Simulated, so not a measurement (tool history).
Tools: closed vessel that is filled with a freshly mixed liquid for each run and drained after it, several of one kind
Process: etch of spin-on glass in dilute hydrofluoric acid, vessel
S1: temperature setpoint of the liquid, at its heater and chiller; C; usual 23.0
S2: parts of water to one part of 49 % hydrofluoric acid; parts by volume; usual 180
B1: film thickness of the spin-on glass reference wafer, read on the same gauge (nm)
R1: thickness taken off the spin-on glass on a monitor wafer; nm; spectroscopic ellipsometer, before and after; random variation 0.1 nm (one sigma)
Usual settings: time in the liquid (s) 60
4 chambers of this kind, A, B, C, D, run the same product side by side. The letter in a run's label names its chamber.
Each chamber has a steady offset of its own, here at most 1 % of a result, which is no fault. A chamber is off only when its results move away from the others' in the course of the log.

run 1A hour=4.5 | S1=23.0 S2=180 time_in_the_liquid_(s)=60 | B1=90.019 | R1=11.6800
run 2D hour=8.1 | S1=23.0 S2=180 time_in_the_liquid_(s)=60 | B1=89.974 | R1=11.7420
run 3B hour=12.3 | S1=23.0 S2=180 time_in_the_liquid_(s)=60 | B1=89.991 | R1=11.4020
run 4C hour=16.5 | S1=23.0 S2=180 time_in_the_liquid_(s)=60 | B1=89.978 | R1=11.6050
run 5C hour=21.0 | S1=23.0 S2=180 time_in_the_liquid_(s)=60 | B1=90.005 | R1=11.7320
run 6A hour=24.4 | S1=23.0 S2=150 time_in_the_liquid_(s)=45 | B1=89.988 | R1=10.8870
run 7D hour=27.3 | S1=23.0 S2=150 time_in_the_liquid_(s)=45 | B1=89.999 | R1=10.8920
run 8B hour=30.2 | S1=23.0 S2=150 time_in_the_liquid_(s)=45 | B1=90.002 | R1=10.7730
run 9B hour=33.8 | S1=23.0 S2=150 time_in_the_liquid_(s)=45 | B1=89.996 | R1=10.8590
run 10C hour=37.9 | S1=23.0 S2=180 time_in_the_liquid_(s)=60 | B1=90.003 | R1=11.6120
run 11A hour=40.7 | S1=19.5 S2=180 time_in_the_liquid_(s)=60 | B1=90.029 | R1=10.1580
run 12D hour=44.1 | S1=19.5 S2=180 time_in_the_liquid_(s)=60 | B1=89.999 | R1=10.1710
run 13D hour=46.3 | S1=19.5 S2=180 time_in_the_liquid_(s)=60 | B1=90.018 | R1=10.3000
run 14C hour=49.6 | S1=19.5 S2=180 time_in_the_liquid_(s)=60 | B1=90.003 | R1=10.1140
run 15A hour=54.3 | S1=23.0 S2=180 time_in_the_liquid_(s)=60 | B1=89.995 | R1=11.4810
run 16B hour=57.6 | S1=23.0 S2=210 time_in_the_liquid_(s)=60 | B1=89.978 | R1=9.5511
run 17A hour=62.4 | S1=23.0 S2=210 time_in_the_liquid_(s)=60 | B1=89.991 | R1=9.6642
run 18D hour=66.0 | S1=23.0 S2=210 time_in_the_liquid_(s)=60 | B1=89.993 | R1=9.8791
run 19B hour=70.9 | S1=23.0 S2=210 time_in_the_liquid_(s)=60 | B1=90.011 | R1=9.5769
run 20C hour=75.2 | S1=23.0 S2=180 time_in_the_liquid_(s)=60 | B1=90.020 | R1=11.3730
run 21D hour=78.5 | S1=25.0 S2=180 time_in_the_liquid_(s)=60 | B1=89.989 | R1=12.7290
run 22A hour=82.3 | S1=25.0 S2=180 time_in_the_liquid_(s)=60 | B1=89.996 | R1=12.3980
run 23C hour=86.9 | S1=25.0 S2=180 time_in_the_liquid_(s)=60 | B1=89.967 | R1=12.5960
run 24B hour=90.2 | S1=25.0 S2=180 time_in_the_liquid_(s)=60 | B1=90.007 | R1=12.2610
run 25B hour=94.9 | S1=23.0 S2=180 time_in_the_liquid_(s)=60 | B1=90.026 | R1=11.5810
run 26C hour=99.1 | S1=23.0 S2=180 time_in_the_liquid_(s)=60 | B1=89.980 | R1=11.5790
run 27D hour=101.9 | S1=23.0 S2=180 time_in_the_liquid_(s)=60 | B1=90.001 | R1=11.8390
run 28A hour=105.4 | S1=23.0 S2=180 time_in_the_liquid_(s)=60 | B1=90.010 | R1=11.6890
run 29A hour=108.0 | S1=23.0 S2=180 time_in_the_liquid_(s)=60 | B1=90.013 | R1=11.7400
run 30B hour=110.5 | S1=23.0 S2=180 time_in_the_liquid_(s)=60 | B1=90.017 | R1=11.5040
run 31C hour=112.9 | S1=23.0 S2=180 time_in_the_liquid_(s)=60 | B1=90.000 | R1=11.5680
run 32D hour=116.5 | S1=23.0 S2=225 time_in_the_liquid_(s)=90 | B1=89.985 | R1=13.5370
run 33C hour=119.6 | S1=23.0 S2=225 time_in_the_liquid_(s)=90 | B1=89.976 | R1=13.0010
run 34A hour=122.3 | S1=23.0 S2=225 time_in_the_liquid_(s)=90 | B1=90.008 | R1=13.5730
run 35D hour=124.7 | S1=23.0 S2=225 time_in_the_liquid_(s)=90 | B1=90.013 | R1=13.3960
run 36B hour=127.6 | S1=23.0 S2=180 time_in_the_liquid_(s)=60 | B1=89.996 | R1=11.6630

What goes on in this fleet: one chamber off, a drifting gauge, or nothing beyond the chambers' own small offsets? Name the chamber and the cause, if any.

No chamber stands off beyond its own small offset, and the gauge holds steady.
